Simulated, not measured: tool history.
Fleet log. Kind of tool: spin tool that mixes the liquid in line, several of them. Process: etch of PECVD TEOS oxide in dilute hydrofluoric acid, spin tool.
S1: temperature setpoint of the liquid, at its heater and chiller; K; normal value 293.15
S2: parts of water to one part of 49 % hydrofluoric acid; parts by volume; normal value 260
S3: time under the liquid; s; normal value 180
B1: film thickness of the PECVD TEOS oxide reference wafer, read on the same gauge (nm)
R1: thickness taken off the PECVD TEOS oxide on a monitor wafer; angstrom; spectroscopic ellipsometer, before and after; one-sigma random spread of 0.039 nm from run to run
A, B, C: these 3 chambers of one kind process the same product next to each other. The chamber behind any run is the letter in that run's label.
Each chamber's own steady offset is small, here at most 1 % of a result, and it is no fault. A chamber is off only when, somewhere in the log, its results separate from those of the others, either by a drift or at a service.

run   hour      S1   S2   S3      B1      R1
 1C    8.9  293.15  260  180  89.996    67.9
 2B   16.6  293.15  260  180  90.004  67.818
 3A   29.2  293.15  260  180  90.006   67.39
 4B   39.2  293.15  260  180  90.021  68.583
 5C   51.8  293.15  260  180  90.024   67.83
 6A   66.4  293.15  260  180  90.004  68.141
 7A   76.1  293.15  260  180  89.989  67.506
      89.1  -- chamber B: hydrofluoric acid flow meter replaced
 8B   90.7  293.15  260  180  90.006  69.371
 9C    104  293.15  260  180  89.963  68.571
10A  112.9  293.15  260  180  90.013  67.367
11C  121.4  293.15  260  180  90.015  68.364
12B  130.1  293.15  260  180  90.015  70.232
13B  143.9  293.15  260  180  89.967  69.785
14A  154.1  293.15  260  180  89.995  67.043
15C    164  293.15  260  180  89.965  67.925
16A  176.2  291.15  200  180  89.988  86.269
17B  187.3  291.15  200  180  90.022  89.853
     191.5  -- chamber C: thermometer replaced
18C  195.5  291.15  200  180   90.03  85.441
19C  203.2  293.15  260  180  89.975  68.117
20B  213.4  293.15  260  180  89.966  72.006
21A  227.1  293.15  260  180  89.993  67.438
22A  243.3  293.15  260  180  89.974  68.318
23C    260  293.15  260  180      90  68.534
24B  270.7  293.15  360  180  90.014  48.149
25B  283.3  293.15  360  180  90.004  47.708

All chambers now run identical settings, listed one chamber a line with results as question marks. What results will each chamber show?
26A  295.3  293.15  375  180       ?
26B  295.3  293.15  375  180       ?
26C  295.3  293.15  375  180       ?

run      R1
26A  42.333
26B  45.746
26C  42.937
